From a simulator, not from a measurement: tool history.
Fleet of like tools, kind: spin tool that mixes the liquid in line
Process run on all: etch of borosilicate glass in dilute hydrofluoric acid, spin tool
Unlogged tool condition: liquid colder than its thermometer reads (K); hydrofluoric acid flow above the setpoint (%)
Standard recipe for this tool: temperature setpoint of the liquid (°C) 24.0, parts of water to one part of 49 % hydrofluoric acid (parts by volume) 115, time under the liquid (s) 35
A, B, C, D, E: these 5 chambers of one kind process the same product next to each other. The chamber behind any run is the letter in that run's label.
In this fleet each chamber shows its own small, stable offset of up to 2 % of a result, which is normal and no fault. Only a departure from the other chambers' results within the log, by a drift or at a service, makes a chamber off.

| run | hour | temperature setpoint of the liquid (°C) | parts of water to one part of 49 % hydrofluoric acid (parts by volume) | time under the liquid (s) | hours since the thermometer was replaced | hours since the hydrofluoric acid flow meter was replaced | read-back film thickness of the borosilicate glass reference wafer, read on the same gauge (nm) | thickness taken off the borosilicate glass on a monitor wafer (angstrom) |
|---|---|---|---|---|---|---|---|---|
|  | 3.1 | chamber B: hydrofluoric acid flow meter replaced |
| 1C | 4.6 | 24.0 | 115 | 35 | 693.1 | 621.8 | 29.995 | 104.750 |
| 2E | 8.4 | 24.0 | 115 | 35 | 2788.2 | 374.5 | 30.011 | 103.460 |
| 3A | 11.2 | 24.0 | 115 | 35 | 375.9 | 461.7 | 30.014 | 105.290 |
| 4D | 14.5 | 24.0 | 115 | 35 | 1283.3 | 1093.2 | 29.996 | 105.570 |
| 5B | 17.5 | 24.0 | 115 | 35 | 431.0 | 14.5 | 30.003 | 101.970 |
| 6E | 19.7 | 24.0 | 115 | 35 | 2799.5 | 385.8 | 30.010 | 103.660 |
| 7A | 23.5 | 24.0 | 115 | 35 | 388.2 | 474.0 | 29.987 | 103.840 |
| 8B | 28.1 | 24.0 | 115 | 35 | 441.6 | 25.1 | 30.013 | 103.050 |
| 9D | 32.8 | 21.0 | 75 | 35 | 1301.6 | 1111.5 | 30.013 | 151.490 |
| 10C | 36.7 | 21.0 | 75 | 35 | 725.2 | 653.9 | 29.963 | 146.210 |
| 11E | 40.9 | 21.0 | 75 | 35 | 2820.7 | 407.0 | 30.000 | 149.480 |
| 12D | 44.0 | 21.0 | 75 | 35 | 1312.8 | 1122.7 | 30.001 | 151.170 |
| 13B | 47.8 | 21.0 | 75 | 35 | 461.3 | 44.8 | 29.972 | 147.930 |
| 14A | 50.4 | 24.0 | 115 | 30 | 415.1 | 500.9 | 30.002 | 89.326 |
| 15C | 53.8 | 24.0 | 115 | 30 | 742.3 | 671.0 | 29.999 | 89.787 |
| 16E | 57.3 | 24.0 | 115 | 30 | 2837.1 | 423.4 | 29.983 | 88.738 |
| 17D | 61.1 | 24.0 | 115 | 30 | 1329.9 | 1139.8 | 30.006 | 90.597 |
| 18A | 65.9 | 24.0 | 115 | 30 | 430.6 | 516.4 | 29.996 | 89.945 |
| 19C | 68.8 | 24.0 | 115 | 35 | 757.3 | 686.0 | 29.992 | 104.130 |
| 20B | 72.6 | 24.0 | 115 | 35 | 486.1 | 69.6 | 30.029 | 102.560 |
| 21C | 76.7 | 24.0 | 115 | 35 | 765.2 | 693.9 | 30.018 | 104.890 |
| 22B | 81.0 | 24.0 | 115 | 25 | 494.5 | 78.0 | 29.999 | 73.757 |
| 23D | 84.7 | 24.0 | 115 | 25 | 1353.5 | 1163.4 | 29.993 | 75.556 |
| 24A | 87.4 | 24.0 | 115 | 25 | 452.1 | 537.9 | 30.016 | 74.560 |
| 25E | 90.6 | 24.0 | 115 | 25 | 2870.4 | 456.7 | 29.997 | 73.758 |
| 26D | 94.5 | 24.0 | 115 | 25 | 1363.3 | 1173.2 | 29.999 | 75.855 |
| 27C | 97.2 | 24.0 | 115 | 35 | 785.7 | 714.4 | 30.012 | 103.860 |
| 28B | 101.4 | 24.0 | 115 | 35 | 514.9 | 98.4 | 29.999 | 103.210 |
| 29E | 104.3 | 21.5 | 115 | 45 | 2884.1 | 470.4 | 30.004 | 119.990 |
| 30A | 109.2 | 21.5 | 115 | 45 | 473.9 | 559.7 | 29.992 | 121.010 |
| 31E | 111.6 | 21.5 | 115 | 45 | 2891.4 | 477.7 | 30.002 | 120.440 |
| 32D | 114.9 | 21.5 | 115 | 45 | 1383.7 | 1193.6 | 29.982 | 122.360 |

The same settings go to every chamber for the next run, one line per chamber below. Forecast the results for each:
| 33A | 118.4 | 24.0 | 115 | 35 |  |  |  | ? |
| 33B | 118.4 | 24.0 | 115 | 35 |  |  |  | ? |
| 33C | 118.4 | 24.0 | 115 | 35 |  |  |  | ? |
| 33D | 118.4 | 24.0 | 115 | 35 |  |  |  | ? |
| 33E | 118.4 | 24.0 | 115 | 35 |  |  |  | ? |

| run | thickness taken off the borosilicate glass on a monitor wafer (angstrom) |
|---|---|
| 33A | 104.310 |
| 33B | 103.340 |
| 33C | 103.450 |
| 33D | 104.880 |
| 33E | 103.510 |

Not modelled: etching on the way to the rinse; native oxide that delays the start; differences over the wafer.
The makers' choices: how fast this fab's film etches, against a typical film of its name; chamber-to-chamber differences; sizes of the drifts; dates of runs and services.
